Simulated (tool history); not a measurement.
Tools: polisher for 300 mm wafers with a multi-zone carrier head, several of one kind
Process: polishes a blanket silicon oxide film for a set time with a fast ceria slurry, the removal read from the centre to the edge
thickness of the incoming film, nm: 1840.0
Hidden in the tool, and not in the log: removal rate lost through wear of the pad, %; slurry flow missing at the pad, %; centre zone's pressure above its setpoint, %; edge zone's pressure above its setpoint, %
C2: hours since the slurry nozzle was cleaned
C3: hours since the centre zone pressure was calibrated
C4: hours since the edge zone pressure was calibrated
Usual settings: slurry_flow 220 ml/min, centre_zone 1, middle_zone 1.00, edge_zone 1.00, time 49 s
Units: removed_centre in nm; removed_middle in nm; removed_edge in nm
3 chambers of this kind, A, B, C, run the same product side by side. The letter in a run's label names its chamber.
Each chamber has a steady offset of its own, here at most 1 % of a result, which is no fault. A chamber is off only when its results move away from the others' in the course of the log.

Run 1A, hour 7.2: usual settings; wafers polished on this pad 562; C2 19.6; C3 267.7; C4 247.7. Result: removed_centre 706.84 nm, removed_middle 702.03 nm, removed_edge 711.50 nm.
At hour 10.5: chamber B: worn pad replaced by a new one.
Run 2B, hour 19.1: usual settings; wafers polished on this pad 96; C2 56.5; C3 246.1; C4 384.9. Result: removed_centre 733.66 nm, removed_middle 721.13 nm, removed_edge 714.74 nm.
At hour 29.3: chamber C: worn pad replaced by a new one.
Run 3C, hour 31.5: usual settings; wafers polished on this pad 25; C2 460.4; C3 329.7; C4 870.5. Result: removed_centre 706.35 nm, removed_middle 721.05 nm, removed_edge 698.87 nm.
Run 4B, hour 37.9: usual settings; wafers polished on this pad 308; C2 75.3; C3 264.9; C4 403.7. Result: removed_centre 719.70 nm, removed_middle 709.94 nm, removed_edge 715.44 nm.
Run 5A, hour 45.1: usual settings; wafers polished on this pad 989; C2 57.5; C3 305.6; C4 285.6. Result: removed_centre 713.42 nm, removed_middle 709.34 nm, removed_edge 701.02 nm.
Run 6C, hour 56.0: usual settings; wafers polished on this pad 301; C2 484.9; C3 354.2; C4 895.0. Result: removed_centre 701.73 nm, removed_middle 725.82 nm, removed_edge 727.41 nm.
Run 7C, hour 69.1: usual settings; wafers polished on this pad 449; C2 498.0; C3 367.3; C4 908.1. Result: removed_centre 716.00 nm, removed_middle 715.41 nm, removed_edge 722.62 nm.
At hour 70.0: chamber B: worn pad replaced by a new one.
Run 8B, hour 82.5: usual settings; wafers polished on this pad 141; C2 119.9; C3 309.5; C4 448.3. Result: removed_centre 724.39 nm, removed_middle 719.86 nm, removed_edge 728.23 nm.
Run 9A, hour 93.6: usual settings; wafers polished on this pad 1536; C2 106.0; C3 354.1; C4 334.1. Result: removed_centre 712.08 nm, removed_middle 706.51 nm, removed_edge 714.60 nm.
Run 10A, hour 101.8: usual settings; wafers polished on this pad 1628; C2 114.2; C3 362.3; C4 342.3. Result: removed_centre 704.95 nm, removed_middle 701.79 nm, removed_edge 716.77 nm.
At hour 104.8: chamber C: edge zone pressure recalibrated.
Run 11B, hour 111.0: usual settings; wafers polished on this pad 462; C2 148.4; C3 338.0; C4 476.8. Result: removed_centre 719.55 nm, removed_middle 713.15 nm, removed_edge 700.75 nm.
Run 12C, hour 118.6: usual settings; wafers polished on this pad 1007; C2 547.5; C3 416.8; C4 13.9. Result: removed_centre 722.06 nm, removed_middle 716.34 nm, removed_edge 699.81 nm.
At hour 125.7: chamber B: worn pad replaced by a new one.
At hour 125.9: chamber C: worn pad replaced by a new one.
Run 13A, hour 131.1: usual settings; wafers polished on this pad 1959; C2 143.5; C3 391.6; C4 371.6. Result: removed_centre 711.93 nm, removed_middle 704.70 nm, removed_edge 730.99 nm.
Run 14C, hour 140.8: usual settings; wafers polished on this pad 168; C2 569.7; C3 439.0; C4 36.1. Result: removed_centre 711.01 nm, removed_middle 718.01 nm, removed_edge 700.87 nm.
Run 15B, hour 151.6: usual settings; wafers polished on this pad 292; C2 189.0; C3 378.6; C4 517.4. Result: removed_centre 720.83 nm, removed_middle 722.65 nm, removed_edge 725.38 nm.
Run 16A, hour 164.0: usual settings; wafers polished on this pad 2330; C2 176.4; C3 424.5; C4 404.5. Result: removed_centre 719.27 nm, removed_middle 699.82 nm, removed_edge 688.01 nm.
Run 17B, hour 177.3: usual settings but edge_zone 0.89; wafers polished on this pad 582; C2 214.7; C3 404.3; C4 543.1. Result: removed_centre 711.87 nm, removed_middle 723.15 nm, removed_edge 678.96 nm.
Run 18C, hour 183.9: usual settings but edge_zone 0.89; wafers polished on this pad 654; C2 612.8; C3 482.1; C4 79.2. Result: removed_centre 707.99 nm, removed_middle 717.50 nm, removed_edge 650.43 nm.
At hour 194.9: chamber B: worn pad replaced by a new one.
At hour 196.5: chamber C: slurry nozzle cleaned.
Run 19A, hour 197.8: usual settings but edge_zone 0.89; wafers polished on this pad 2711; C2 210.2; C3 458.3; C4 438.3. Result: removed_centre 698.01 nm, removed_middle 693.96 nm, removed_edge 648.54 nm.
Run 20B, hour 206.5: usual settings; wafers polished on this pad 130; C2 243.9; C3 433.5; C4 572.3. Result: removed_centre 717.45 nm, removed_middle 709.80 nm, removed_edge 737.06 nm.
Run 21C, hour 215.3: usual settings; wafers polished on this pad 1008; C2 18.8; C3 513.5; C4 110.6. Result: removed_centre 713.96 nm, removed_middle 718.33 nm, removed_edge 713.63 nm.
At hour 217.0: chamber C: worn pad replaced by a new one.
Run 22C, hour 229.0: usual settings; wafers polished on this pad 135; C2 32.5; C3 527.2; C4 124.3. Result: removed_centre 718.38 nm, removed_middle 717.54 nm, removed_edge 709.04 nm.
At hour 233.5: chamber A: centre zone pressure recalibrated.
Run 23B, hour 236.7: usual settings; wafers polished on this pad 471; C2 274.1; C3 463.7; C4 602.5. Result: removed_centre 709.72 nm, removed_middle 717.02 nm, removed_edge 704.82 nm.
Run 24A, hour 249.9: usual settings; wafers polished on this pad 3298; C2 262.3; C3 16.5; C4 490.4. Result: removed_centre 683.25 nm, removed_middle 671.96 nm, removed_edge 687.95 nm.
Run 25A, hour 263.3: usual settings; wafers polished on this pad 3449; C2 275.7; C3 29.9; C4 503.8. Result: removed_centre 671.06 nm, removed_middle 672.17 nm, removed_edge 687.42 nm.
At hour 268.5: chamber B: worn pad replaced by a new one.
Run 26C, hour 274.4: usual settings; wafers polished on this pad 647; C2 77.9; C3 572.6; C4 169.7. Result: removed_centre 729.29 nm, removed_middle 721.61 nm, removed_edge 703.58 nm.
Run 27B, hour 285.4: usual settings; wafers polished on this pad 191; C2 322.8; C3 512.4; C4 651.2. Result: removed_centre 725.80 nm, removed_middle 721.37 nm, removed_edge 713.88 nm.
Run 28A, hour 295.2: usual settings; wafers polished on this pad 3809; C2 307.6; C3 61.8; C4 535.7. Result: removed_centre 679.13 nm, removed_middle 663.91 nm, removed_edge 673.30 nm.
Run 29C, hour 303.3: usual settings; wafers polished on this pad 973; C2 106.8; C3 601.5; C4 198.6. Result: removed_centre 719.43 nm, removed_middle 720.09 nm, removed_edge 712.45 nm.
Run 30B, hour 316.2: usual settings but middle_zone 0.94; wafers polished on this pad 538; C2 353.6; C3 543.2; C4 682.0. Result: removed_centre 709.15 nm, removed_middle 678.71 nm, removed_edge 711.71 nm.
Run 31A, hour 323.5: usual settings but middle_zone 0.94; wafers polished on this pad 4128; C2 335.9; C3 90.1; C4 564.0. Result: removed_centre 656.92 nm, removed_middle 616.07 nm, removed_edge 649.69 nm.

Is one chamber off against the others, does the gauge drift, or is nothing wrong? If a chamber is off, say which, and what the likeliest cause is.

Chamber A drifts away from the others.
Cause: removal rate lost through wear of the pad, % = 7.51.
The log may not tell that from: slurry flow missing at the pad, %.

Here are 4 candidates for chamber A's next run, each the usual settings with a change, their results left as question marks. Which one brings its results back in line with what the others give on the usual settings?
In line means no further than this from the other chambers' mean on the usual settings: removed_centre 22.00 nm; removed_middle 20.00 nm; removed_edge 32.00 nm
Run 32A-1, hour 333.4: usual settings but time 51 s. Result: removed_centre ?, removed_middle ?, removed_edge ?.
Run 32A-2, hour 333.4: usual settings but middle_zone 1.01, time 53 s. Result: removed_centre ?, removed_middle ?, removed_edge ?.
Run 32A-3, hour 333.4: usual settings but middle_zone 0.99, time 45 s. Result: removed_centre ?, removed_middle ?, removed_edge ?.
Run 32A-4, hour 333.4: usual settings but time 48 s. Result: removed_centre ?, removed_middle ?, removed_edge ?.

The other chambers' mean on the usual settings: removed_centre 718.27 nm; removed_middle 716.93 nm; removed_edge 712.38 nm
  run  removed_centre  removed_middle  removed_edge
32A-1          688.68          682.30        683.76
32A-2          715.74          715.46        710.47
32A-3          607.61          596.59        603.40
32A-4          648.17          642.16        643.54
32A-2 brings the chamber back in line.

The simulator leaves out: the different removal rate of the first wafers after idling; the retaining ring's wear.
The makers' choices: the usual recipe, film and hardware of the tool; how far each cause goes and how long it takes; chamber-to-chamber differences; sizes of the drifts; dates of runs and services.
